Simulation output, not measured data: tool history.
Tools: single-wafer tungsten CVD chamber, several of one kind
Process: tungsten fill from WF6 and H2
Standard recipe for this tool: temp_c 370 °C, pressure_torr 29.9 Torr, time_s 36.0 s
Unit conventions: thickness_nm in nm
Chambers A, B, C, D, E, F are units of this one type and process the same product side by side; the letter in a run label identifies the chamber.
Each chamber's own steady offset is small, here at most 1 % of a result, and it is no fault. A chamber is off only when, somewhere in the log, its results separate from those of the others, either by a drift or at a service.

run,hour,temp_c,pressure_torr,time_s,hours since the last thermocouple change,hours since the last manometer calibration,"read-back reference wafer on the same gauge, thickness_nm",thickness_nm
1A,8.5,370,29.9,36.0,2519.7,1089.4,52.159,57.383
2B,20.1,370,29.9,36.0,1588.9,73.8,52.108,57.910
3F,28.4,370,29.9,36.0,1671.6,862.4,52.150,57.461
# hour 40.0: chamber E: thermocouple changed; heater temperature recalibrated
4C,44.5,370,29.9,36.0,1292.6,620.9,52.181,57.874
5E,57.9,370,29.9,36.0,18.0,1454.3,52.193,56.870
6D,65.3,370,29.9,36.0,1132.7,2679.1,52.183,58.350
7E,81.6,370,29.9,36.0,41.7,1478.0,52.237,56.976
# hour 89.9: chamber A: capacitance manometer re-zeroed and calibrated
8D,92.6,370,29.9,36.0,1160.0,2706.4,52.211,58.360
9A,108.7,370,29.9,36.0,2619.9,18.9,52.189,57.796
10B,121.0,370,29.9,36.0,1689.8,174.7,52.211,57.979
11F,135.7,370,29.9,36.0,1778.9,969.7,52.230,57.368
12C,143.5,370,29.9,36.0,1391.6,719.9,52.157,57.979
13A,153.4,370,29.9,36.0,2664.6,63.6,52.202,57.469
14B,165.2,370,29.9,36.0,1734.0,218.9,52.278,57.566
15F,174.8,370,29.9,36.0,1818.0,1008.8,52.177,58.038
16D,187.3,370,29.9,36.0,1254.7,2801.1,52.192,58.016
17E,202.8,370,29.9,36.0,162.9,1599.2,52.173,57.086
# hour 207.1: chamber A: thermocouple changed; heater temperature recalibrated
18C,218.6,370,29.9,36.0,1466.7,795.0,52.213,57.737
# hour 233.1: chamber D: thermocouple changed; heater temperature recalibrated
# hour 233.8: chamber D: capacitance manometer re-zeroed and calibrated
19F,234.0,378,27.3,36.0,1877.2,1068.0,52.247,65.113
20D,241.7,378,27.3,36.0,8.6,7.9,52.194,65.767
21C,250.1,378,27.3,36.0,1498.2,826.5,52.216,65.468
22B,258.8,378,27.3,36.0,1827.6,312.5,52.225,65.461
23A,272.8,378,27.3,36.0,65.7,183.0,52.180,68.616
24E,287.6,378,27.3,36.0,247.7,1684.0,52.148,63.926
25A,301.8,370,29.9,36.0,94.7,212.0,52.133,60.435
26B,309.1,370,29.9,36.0,1877.9,362.8,52.174,57.810
27E,317.5,370,29.9,36.0,277.6,1713.9,52.217,56.850
# hour 322.5: chamber B: thermocouple changed; heater temperature recalibrated
28D,330.7,370,27.5,40.9,97.6,96.9,52.210,63.317
29F,341.2,370,27.5,40.9,1984.4,1175.2,52.189,62.818
30C,355.3,370,27.5,40.9,1603.4,931.7,52.162,63.382
31A,362.9,370,27.5,40.9,155.8,273.1,52.228,65.284
32B,378.2,370,27.5,40.9,55.7,431.9,52.123,63.129
33E,393.4,370,27.5,40.9,353.5,1789.8,52.171,62.607
34F,405.0,383,29.9,36.0,2048.2,1239.0,52.160,75.313
35D,420.1,383,29.9,36.0,187.0,186.3,52.247,76.564
36C,431.2,383,29.9,36.0,1679.3,1007.6,52.144,75.682
37F,445.8,383,29.9,36.0,2089.0,1279.8,52.215,74.596

All chambers now run identical settings, listed one chamber a line with results as question marks. What results will each chamber show?
38A,457.6,370,29.9,43.1,,,,?
38B,457.6,370,29.9,43.1,,,,?
38C,457.6,370,29.9,43.1,,,,?
38D,457.6,370,29.9,43.1,,,,?
38E,457.6,370,29.9,43.1,,,,?
38F,457.6,370,29.9,43.1,,,,?

run,thickness_nm
38A,72.701
38B,68.999
38C,69.062
38D,69.953
38E,68.451
38F,68.776

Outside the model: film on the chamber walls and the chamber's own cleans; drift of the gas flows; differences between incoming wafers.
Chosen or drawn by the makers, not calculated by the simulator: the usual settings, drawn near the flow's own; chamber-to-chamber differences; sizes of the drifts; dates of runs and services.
